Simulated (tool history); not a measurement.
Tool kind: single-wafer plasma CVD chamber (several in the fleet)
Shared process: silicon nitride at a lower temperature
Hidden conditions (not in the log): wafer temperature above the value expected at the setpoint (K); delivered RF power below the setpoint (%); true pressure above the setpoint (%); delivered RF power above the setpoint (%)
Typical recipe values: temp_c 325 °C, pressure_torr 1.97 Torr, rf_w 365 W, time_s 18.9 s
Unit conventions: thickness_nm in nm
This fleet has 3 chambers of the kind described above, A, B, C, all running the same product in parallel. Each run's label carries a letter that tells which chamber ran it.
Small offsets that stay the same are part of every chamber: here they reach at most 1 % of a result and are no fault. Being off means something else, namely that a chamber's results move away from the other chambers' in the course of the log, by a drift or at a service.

run   hour  temp_c  pressure_torr  rf_w  time_s  hours since the last thermocouple change  hours since the last RF generator calibration  hours since the last manometer calibration  read-back reference wafer on the same gauge, thickness_nm  thickness_nm
 1C    7.2     325           1.97   365    18.9                                     530.1                                         1380.1                                      2674.9                                                     29.905        27.102
 2B   16.7     325           1.97   365    18.9                                       149                                          824.4                                         282                                                     29.909        26.999
 3A   27.2     325           1.97   365    18.9                                       866                                          581.9                                      1022.4                                                     29.906        26.878
 4A   35.2     325           1.97   365    18.9                                       874                                          589.9                                      1030.4                                                      29.92        26.831
 5C   48.8     325           1.97   365    18.9                                     571.7                                         1421.7                                      2716.5                                                     29.924        27.112
 6B   57.2     325           1.97   365    18.9                                     189.5                                          864.9                                       322.5                                                     29.925        27.025
 7A   64.9     325           1.97   365    18.9                                     903.7                                          619.6                                      1060.1                                                     29.916        26.815
 8C   72.3     325           1.97   365    18.9                                     595.2                                         1445.2                                        2740                                                     29.926        27.096
 9B   81.3     325           1.97   365    18.9                                     213.6                                            889                                       346.6                                                     29.935        27.104
10C   93.7     325           1.97   365    18.9                                     616.6                                         1466.6                                      2761.4                                                     29.939        27.139
11B  102.6     325           1.97   365    18.9                                     234.9                                          910.3                                       367.9                                                     29.939        27.121
12A  114.5     315           2.45   365    18.9                                     953.3                                          669.2                                      1109.7                                                     29.936        28.595
13C  121.9     315           2.45   365    18.9                                     644.8                                         1494.8                                      2789.6                                                     29.948         28.75
14B    134     315           2.45   365    18.9                                     266.3                                          941.7                                       399.3                                                     29.952         28.73
15A  143.5     325           1.97   365      16                                     982.3                                          698.2                                      1138.7                                                     29.945        22.775
16B  156.3     325           1.97   365      16                                     288.6                                            964                                       421.6                                                     29.965        22.946
17A  162.5     325           1.97   365      16                                    1001.3                                          717.2                                      1157.7                                                     29.949         22.75
18C  169.2     325           1.97   365    18.9                                     692.1                                         1542.1                                      2836.9                                                     29.955        27.163
19B    180     325           1.97   365    18.9                                     312.3                                          987.7                                       445.3                                                     29.964        27.061
20A  189.1     325           1.97   365    18.9                                    1027.9                                          743.8                                      1184.3                                                     29.971        26.892
21C  196.1     325           1.97   365    18.9                                       719                                           1569                                      2863.8                                                     29.971        27.182
22C  208.5     325           1.97   365    18.9                                     731.4                                         1581.4                                      2876.2                                                     29.977        27.185
23B  218.2     325           1.97   365    18.9                                     350.5                                         1025.9                                       483.5                                                      29.98        27.058
24A  227.4     325           1.97   365    18.9                                    1066.2                                          782.1                                      1222.6                                                     29.973        26.895
25C  234.4     325           1.97   365    18.9                                     757.3                                         1607.3                                      2902.1                                                     29.983        27.159
26A  243.1     325           1.97   365    18.9                                    1081.9                                          797.8                                      1238.3                                                     29.991        26.894
27B  250.6     325           1.97   365    18.9                                     382.9                                         1058.3                                       515.9                                                     29.985        27.137
28B  258.9     325           1.97   365    18.9                                     391.2                                         1066.6                                       524.2                                                     29.999        27.104
29A  267.5     325           1.97   365    18.9                                    1106.3                                          822.2                                      1262.7                                                     29.993        26.888
30C    279     325           1.97   365    18.9                                     801.9                                         1651.9                                      2946.7                                                     30.006        27.155
31C  285.3     325           1.97   365    18.9                                     808.2                                         1658.2                                        2953                                                     30.003        27.152
32A  291.8     325           2.13   365    22.3                                    1130.6                                          846.5                                        1287                                                     30.005         32.43
33B  304.6     325           2.13   365    22.3                                     436.9                                         1112.3                                       569.9                                                     30.006        32.586
34A  316.6     325           2.13   365    22.3                                    1155.4                                          871.3                                      1311.8                                                     30.013        32.384
       322  -- chamber C: capacitance manometer re-zeroed and calibrated
35B  330.1     325           1.97   365    18.9                                     462.4                                         1137.8                                       595.4                                                     30.014        27.153
36C  336.4     325           1.97   365    18.9                                     859.3                                         1709.3                                        14.5                                                     30.024        27.214
37C  349.2     325           1.97   365    18.9                                     872.1                                         1722.1                                        27.3                                                     30.027        27.225
38B  362.4     325           1.97   365    18.9                                     494.7                                         1170.1                                       627.7                                                     30.025         27.15
39A  372.6     325           1.67   365    18.9                                    1211.4                                          927.3                                      1367.8                                                     30.034        25.727

Decide between three cases: one chamber stands off from its peers, the gauge reading all wafers drifts, or nothing is wrong past each chamber's small offset. Where a chamber is off, say which and what most likely put it there.

It is the gauge, not a chamber: its drift shows up in every chamber's results at once, and no chamber is off.
Most likely cause: gauge reads high (%) = 0.458.

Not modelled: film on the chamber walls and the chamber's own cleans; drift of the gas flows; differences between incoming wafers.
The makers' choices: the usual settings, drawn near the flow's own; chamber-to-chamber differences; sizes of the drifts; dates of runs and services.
